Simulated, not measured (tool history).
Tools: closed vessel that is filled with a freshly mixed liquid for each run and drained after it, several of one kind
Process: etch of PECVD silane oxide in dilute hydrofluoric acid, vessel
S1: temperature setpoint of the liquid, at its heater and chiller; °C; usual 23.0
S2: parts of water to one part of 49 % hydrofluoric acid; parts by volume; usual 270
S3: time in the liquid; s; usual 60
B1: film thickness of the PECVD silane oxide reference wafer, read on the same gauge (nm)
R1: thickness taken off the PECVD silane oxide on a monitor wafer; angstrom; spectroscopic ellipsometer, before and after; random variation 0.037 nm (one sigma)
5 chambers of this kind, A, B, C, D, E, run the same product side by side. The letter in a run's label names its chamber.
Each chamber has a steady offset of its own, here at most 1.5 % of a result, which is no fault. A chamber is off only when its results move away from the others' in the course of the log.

Run 1C, hour 10.5: usual settings; B1 69.979. Result: R1 88.553 angstrom.
Run 2A, hour 22.3: usual settings; B1 69.991. Result: R1 89.029 angstrom.
Run 3E, hour 32.7: usual settings; B1 69.971. Result: R1 90.262 angstrom.
Run 4D, hour 39.4: usual settings; B1 70.038. Result: R1 87.814 angstrom.
Run 5B, hour 49.6: usual settings; B1 70.011. Result: R1 89.004 angstrom.
Run 6A, hour 58.4: usual settings; B1 70.010. Result: R1 89.196 angstrom.
Run 7D, hour 66.8: usual settings; B1 69.993. Result: R1 87.696 angstrom.
Run 8B, hour 77.3: usual settings; B1 70.000. Result: R1 88.448 angstrom.
Run 9C, hour 83.2: usual settings; B1 70.026. Result: R1 88.444 angstrom.
Run 10E, hour 89.5: usual settings but S1 27.5 °C, S2 340 parts by volume; B1 69.982. Result: R1 77.993 angstrom.
Run 11E, hour 101.7: usual settings but S1 27.5 °C, S2 340 parts by volume; B1 69.965. Result: R1 78.062 angstrom.
Run 12B, hour 110.7: usual settings but S1 27.5 °C, S2 340 parts by volume; B1 69.986. Result: R1 76.491 angstrom.
Run 13A, hour 118.6: usual settings but S1 27.5 °C, S2 340 parts by volume; B1 70.015. Result: R1 77.645 angstrom.
Run 14D, hour 126.1: usual settings but S1 27.5 °C, S2 340 parts by volume; B1 70.065. Result: R1 76.031 angstrom.
Run 15C, hour 136.6: usual settings but S2 165 parts by volume; B1 69.992. Result: R1 159.290 angstrom.
At hour 137.1: chamber B: hydrofluoric acid flow meter replaced.
Run 16C, hour 149.0: usual settings but S2 165 parts by volume; B1 70.042. Result: R1 161.120 angstrom.
Run 17A, hour 156.6: usual settings but S2 165 parts by volume; B1 69.991. Result: R1 167.090 angstrom.
Run 18B, hour 166.1: usual settings but S2 165 parts by volume; B1 70.020. Result: R1 161.200 angstrom.
Run 19E, hour 177.6: usual settings but S2 165 parts by volume; B1 69.991. Result: R1 163.010 angstrom.
Run 20D, hour 189.9: usual settings; B1 69.978. Result: R1 87.607 angstrom.
Run 21E, hour 200.0: usual settings; B1 69.991. Result: R1 89.996 angstrom.
Run 22D, hour 212.0: usual settings; B1 69.972. Result: R1 87.532 angstrom.
Run 23A, hour 223.5: usual settings; B1 69.987. Result: R1 92.306 angstrom.
Run 24C, hour 233.8: usual settings but S1 25.5 °C; B1 69.997. Result: R1 96.238 angstrom.
Run 25B, hour 241.1: usual settings but S1 25.5 °C; B1 70.002. Result: R1 96.860 angstrom.
Run 26C, hour 249.0: usual settings but S1 25.5 °C; B1 69.994. Result: R1 97.055 angstrom.
Run 27B, hour 259.7: usual settings but S1 25.5 °C; B1 69.992. Result: R1 98.182 angstrom.
Run 28A, hour 265.4: usual settings but S1 25.5 °C; B1 69.980. Result: R1 101.100 angstrom.
Run 29E, hour 277.4: usual settings; B1 70.036. Result: R1 89.417 angstrom.
Run 30D, hour 284.2: usual settings but S2 205 parts by volume; B1 69.990. Result: R1 124.100 angstrom.
Run 31B, hour 295.2: usual settings but S2 205 parts by volume; B1 69.984. Result: R1 125.040 angstrom.
Run 32C, hour 307.5: usual settings but S2 205 parts by volume; B1 70.012. Result: R1 123.260 angstrom.
Run 33D, hour 316.5: usual settings but S2 205 parts by volume; B1 70.015. Result: R1 123.830 angstrom.

What goes on in this fleet: one chamber off, a drifting gauge, or nothing beyond the chambers' own small offsets? Name the chamber and the cause, if any.

Chamber A drifts away from the others.
Cause: liquid hotter than its thermometer reads (K) = 1.25.
The log may not tell that from: hydrofluoric acid flow above the setpoint (%).

Here are 4 candidates for chamber A's next run, each the usual settings with a change, their results left as question marks. Which one brings its results back in line with what the others give on the usual settings?
In line means no further than this from the other chambers' mean on the usual settings: R1 1.300 angstrom
Run 34A-1, hour 325.3: usual settings but S2 260 parts by volume. Result: R1 ?.
Run 34A-2, hour 325.3: usual settings but S1 20.5 °C. Result: R1 ?.
Run 34A-3, hour 325.3: usual settings but S1 25.5 °C. Result: R1 ?.
Run 34A-4, hour 325.3: usual settings but S2 280 parts by volume. Result: R1 ?.

The other chambers' mean on the usual settings: R1 88.999 angstrom
  run       R1
34A-1   98.312
34A-2   85.746
34A-3  102.170
34A-4   89.455
34A-4 brings the chamber back in line.
